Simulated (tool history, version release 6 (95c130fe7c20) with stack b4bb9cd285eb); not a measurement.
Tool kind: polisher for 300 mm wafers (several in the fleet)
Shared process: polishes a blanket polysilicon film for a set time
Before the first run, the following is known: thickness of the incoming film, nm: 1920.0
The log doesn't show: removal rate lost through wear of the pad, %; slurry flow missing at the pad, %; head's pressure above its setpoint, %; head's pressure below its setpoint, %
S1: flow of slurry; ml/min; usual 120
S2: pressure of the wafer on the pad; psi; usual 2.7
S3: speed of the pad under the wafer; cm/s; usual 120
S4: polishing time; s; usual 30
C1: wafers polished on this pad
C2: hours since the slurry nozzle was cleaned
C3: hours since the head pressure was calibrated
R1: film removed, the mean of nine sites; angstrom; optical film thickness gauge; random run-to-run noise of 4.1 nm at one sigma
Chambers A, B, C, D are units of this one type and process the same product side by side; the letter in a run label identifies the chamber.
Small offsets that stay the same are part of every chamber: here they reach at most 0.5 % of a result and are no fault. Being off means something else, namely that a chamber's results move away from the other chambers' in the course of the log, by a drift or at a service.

Run 1C, hour 12.5: usual settings; C1 777; C2 277.4; C3 200.8. Result: R1 2848.7 angstrom.
At hour 22.1: chamber C: worn pad replaced by a new one.
Run 2B, hour 25.5: usual settings; C1 633; C2 69.1; C3 107.3. Result: R1 2924.4 angstrom.
At hour 28.3: chamber A: worn pad replaced by a new one.
Run 3A, hour 40.7: usual settings; C1 146; C2 257; C3 46. Result: R1 2857.7 angstrom.
At hour 42.2: chamber D: worn pad replaced by a new one.
Run 4D, hour 53.6: usual settings; C1 134; C2 298.1; C3 130.1. Result: R1 2873.6 angstrom.
At hour 66.2: chamber B: worn pad replaced by a new one.
Run 5C, hour 69.6: usual settings; C1 559; C2 334.5; C3 257.9. Result: R1 2784.1 angstrom.
Run 6B, hour 77.9: usual settings; C1 138; C2 121.5; C3 159.7. Result: R1 2849.4 angstrom.
Run 7D, hour 88.2: usual settings; C1 541; C2 332.7; C3 164.7. Result: R1 2897.6 angstrom.
At hour 91.9: chamber A: worn pad replaced by a new one.
At hour 92.2: chamber C: worn pad replaced by a new one.
Run 8A, hour 103.5: usual settings; C1 136; C2 319.8; C3 108.8. Result: R1 2881.8 angstrom.
At hour 108.1: chamber A: slurry nozzle cleaned.
Run 9B, hour 114.6: usual settings; C1 569; C2 158.2; C3 196.4. Result: R1 2748.4 angstrom.
Run 10C, hour 122.9: usual settings but S3 86 cm/s, S4 38 s; C1 361; C2 387.8; C3 311.2. Result: R1 2581.4 angstrom.
Run 11D, hour 131.7: usual settings but S3 86 cm/s, S4 38 s; C1 1052; C2 376.2; C3 208.2. Result: R1 2572.3 angstrom.
Run 12A, hour 146.4: usual settings but S3 86 cm/s, S4 38 s; C1 640; C2 38.3; C3 151.7. Result: R1 2608.6 angstrom.
At hour 153: chamber D: worn pad replaced by a new one.
At hour 156.3: chamber C: worn pad replaced by a new one.
At hour 159.8: chamber C: slurry nozzle cleaned.
Run 13A, hour 162: usual settings but S3 86 cm/s, S4 38 s; C1 823; C2 53.9; C3 167.3. Result: R1 2597.9 angstrom.
At hour 168.8: chamber A: worn pad replaced by a new one.
Run 14C, hour 177.9: usual settings; C1 253; C2 18.2; C3 366.2. Result: R1 2865 angstrom.
At hour 178.8: chamber B: worn pad replaced by a new one.
Run 15B, hour 192.3: usual settings but S2 3.5 psi, S4 26 s; C1 158; C2 235.9; C3 274.1. Result: R1 3053.8 angstrom.
Run 16D, hour 201.8: usual settings but S2 3.5 psi, S4 26 s; C1 573; C2 446.3; C3 278.3. Result: R1 3260.3 angstrom.
Run 17D, hour 215.2: usual settings but S2 3.5 psi, S4 26 s; C1 731; C2 459.7; C3 291.7. Result: R1 3311.9 angstrom.
At hour 225.1: chamber C: worn pad replaced by a new one.
Run 18C, hour 229.9: usual settings but S2 3.5 psi, S4 26 s; C1 57; C2 70.2; C3 418.2. Result: R1 3208.6 angstrom.
Run 19B, hour 244.7: usual settings but S2 2.3 psi; C1 774; C2 288.3; C3 326.5. Result: R1 2284.5 angstrom.
At hour 248.1: chamber A: worn pad replaced by a new one.
At hour 253.8: chamber D: worn pad replaced by a new one.
Run 20A, hour 259.7: usual settings but S2 2.3 psi; C1 137; C2 151.6; C3 265. Result: R1 2423.3 angstrom.
Run 21C, hour 267.9: usual settings but S2 2.3 psi; C1 503; C2 108.2; C3 456.2. Result: R1 2466.2 angstrom.
Run 22A, hour 275.1: usual settings but S2 2.3 psi; C1 317; C2 167; C3 280.4. Result: R1 2438.9 angstrom.
Run 23D, hour 284.1: usual settings; C1 356; C2 528.6; C3 360.6. Result: R1 2880 angstrom.
At hour 285.2: chamber B: worn pad replaced by a new one.
At hour 288.2: chamber C: worn pad replaced by a new one.
Run 24B, hour 296.7: usual settings; C1 136; C2 340.3; C3 378.5. Result: R1 2612.4 angstrom.
Run 25A, hour 304.4: usual settings but S2 2.3 psi; C1 662; C2 196.3; C3 309.7. Result: R1 2521.4 angstrom.
Run 26B, hour 313.7: usual settings but S2 2.3 psi; C1 336; C2 357.3; C3 395.5. Result: R1 2267.5 angstrom.
Run 27D, hour 327.6: usual settings but S2 2.3 psi; C1 867; C2 572.1; C3 404.1. Result: R1 2462.7 angstrom.
Run 28C, hour 341.5: usual settings but S2 2.3 psi; C1 626; C2 181.8; C3 529.8. Result: R1 2490.9 angstrom.
At hour 355.2: chamber C: worn pad replaced by a new one.
Run 29C, hour 355.3: usual settings; C1 1; C2 195.6; C3 543.6. Result: R1 2915.6 angstrom.

Is one chamber off against the others, does the gauge drift, or is nothing wrong? If a chamber is off, say which, and what the likeliest cause is.

One chamber, B, drifts off from the rest bit by bit.
What lies behind it: head's pressure below its setpoint, % = 11.5.
The log may not tell that from: slurry flow missing at the pad, %.

Chamber B could run next with any of the 4 candidate recipes listed below; each alters the usual settings, and their results appear as question marks. Which one brings its results back in line with what the other chambers deliver on the usual settings?
Allowed miss from the other chambers' usual-settings mean, per result, to count as in line: R1 140 angstrom
Run 30B-1, hour 367: usual settings but S2 2.9 psi, S3 130 cm/s, S4 32 s. Result: R1 ?.
Run 30B-2, hour 367: usual settings but S2 2.8 psi, S3 124 cm/s, S4 31 s. Result: R1 ?.
Run 30B-3, hour 367: usual settings but S2 2.5 psi, S3 110 cm/s, S4 28 s. Result: R1 ?.
Run 30B-4, hour 367: usual settings but S2 2.6 psi, S3 116 cm/s, S4 29 s. Result: R1 ?.

The other chambers' mean on the usual settings: R1 2875.1 angstrom
  run      R1
30B-1  3178.8
30B-2  2838.7
30B-3  2036.4
30B-4  2310.4
The answer is 30B-2, which returns the chamber to within the allowed miss of the others.
